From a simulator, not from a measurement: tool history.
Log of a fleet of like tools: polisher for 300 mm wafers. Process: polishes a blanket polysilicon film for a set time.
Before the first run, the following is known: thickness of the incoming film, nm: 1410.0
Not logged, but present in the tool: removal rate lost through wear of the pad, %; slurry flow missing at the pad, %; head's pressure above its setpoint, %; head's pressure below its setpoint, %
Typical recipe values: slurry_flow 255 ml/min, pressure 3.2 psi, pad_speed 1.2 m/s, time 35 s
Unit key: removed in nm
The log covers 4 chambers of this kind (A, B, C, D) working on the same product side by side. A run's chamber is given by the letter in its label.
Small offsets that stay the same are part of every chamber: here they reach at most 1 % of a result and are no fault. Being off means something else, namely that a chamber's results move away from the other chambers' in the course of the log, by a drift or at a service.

run,hour,slurry_flow,pressure,pad_speed,time,wafers polished on this pad,hours since the slurry nozzle was cleaned,hours since the head pressure was calibrated,removed
1D,5.4,255,3.2,1.2,35,616,283.8,251.5,458.29
2A,8.5,255,3.2,1.2,35,360,81.5,785.1,456.51
3B,13.5,255,3.2,1.2,35,886,471.9,1435.7,460.47
4C,18.8,255,3.2,1.2,35,852,220.3,68.5,459.09
# hour 19.5: chamber B: slurry nozzle cleaned
# hour 19.5: chamber C: worn pad replaced by a new one
5B,21.5,255,3.2,1.2,35,970,2,1443.7,455.27
6A,24.9,255,3.2,1.2,35,531,97.9,801.5,442.81
7C,30.2,255,3.2,1.2,35,112,231.7,79.9,459.44
# hour 31.8: chamber B: worn pad replaced by a new one
8D,33.2,255,3.2,1.2,35,906,311.6,279.3,465.68
9D,37,255,3.2,1.2,35,946,315.4,283.1,454.39
10B,42.6,255,3.2,1.2,35,113,23.1,1464.8,458.23
11C,45.9,255,3.2,1.2,35,276,247.4,95.6,462.7
12A,49.9,255,3.2,1.2,35,792,122.9,826.5,448.31
13B,53.5,255,3.2,1.2,35,227,34,1475.7,458.66
14D,58.4,255,3.2,1.2,35,1169,336.8,304.5,460.06
# hour 60.3: chamber A: worn pad replaced by a new one
15A,63.8,295,3.2,1.2,35,36,136.8,840.4,461.27
16C,66.3,295,3.2,1.2,35,489,267.8,116,468.22
17C,69.6,295,3.2,1.2,35,523,271.1,119.3,471.87
18A,74.7,295,3.2,1.2,35,150,147.7,851.3,456.9
19B,77.6,255,3.2,1.2,35,478,58.1,1499.8,452.61
20D,82.8,255,3.2,1.2,35,1424,361.2,328.9,440.56
21D,85.3,255,3.2,1.2,35,1450,363.7,331.4,437.76
# hour 88.8: chamber B: head pressure recalibrated
22B,90.1,255,3.2,1.2,35,609,70.6,1.3,459.55
23A,93.7,255,3.2,1.2,35,348,166.7,870.3,450.19
24C,96.8,255,3.2,1.2,35,807,298.3,146.5,456.02
25C,101.4,255,3.2,1.2,35,855,302.9,151.1,454.28
# hour 103.9: chamber C: worn pad replaced by a new one
# hour 106: chamber D: head pressure recalibrated
26B,106.8,255,3.2,1.2,35,783,87.3,18,463.33
27A,110.4,255,3.2,1.2,35,523,183.4,887,447.39
28D,113.3,255,3.2,1.2,35,1742,391.7,7.3,425.74
29C,118,255,3.2,1.2,35,147,319.5,167.7,455.65
30D,122.6,255,3.2,1.2,35,1839,401,16.6,436.36
31A,127.9,255,3.2,1.2,35,705,200.9,904.5,451.09
32B,131.6,255,3.2,1.2,35,1042,112.1,42.8,456.24
33A,135.1,255,3.2,1.2,35,780,208.1,911.7,446.49
# hour 135.4: chamber A: worn pad replaced by a new one
34B,138.2,255,3.2,1.2,35,1111,118.7,49.4,469.77
35C,143.1,255,3.2,1.2,35,409,344.6,192.8,458.77
# hour 147: chamber B: worn pad replaced by a new one
36D,147.2,255,3.2,1.2,35,2096,425.6,41.2,414.42
37A,149.9,255,3.2,1.2,35,152,222.9,926.5,453.76
38D,152.4,255,3.2,1.2,35,2150,430.8,46.4,415.89
39B,155.1,190,3.2,1.56,35,85,135.6,66.3,569.54

Is one chamber out of step, is the gauge drifting, or do the chambers differ by no more than their own small offsets? For an off chamber, give its letter and the likeliest cause.

Chamber D drifts away from the others.
What lies behind it: removal rate lost through wear of the pad, % = 10.1.

Which of the 4 candidates below, each the usual settings with something changed and its results left as question marks, puts chamber D back in line with what the other chambers give on the usual settings?
In line means no further than this from the other chambers' mean on the usual settings: removed 18 nm
40D-1,159,255,3.1,1.16,34,,,,?
40D-2,159,255,3.3,1.24,36,,,,?
40D-3,159,255,3.2,1.18,34,,,,?
40D-4,159,330,3.2,1.2,35,,,,?

The mean the other chambers reach with the usual settings: removed 456.68 nm
run,removed
40D-1,375.48
40D-2,451.89
40D-3,394.13
40D-4,422.45
The right change is 40D-2: it brings the chamber back within the allowed miss of the others.

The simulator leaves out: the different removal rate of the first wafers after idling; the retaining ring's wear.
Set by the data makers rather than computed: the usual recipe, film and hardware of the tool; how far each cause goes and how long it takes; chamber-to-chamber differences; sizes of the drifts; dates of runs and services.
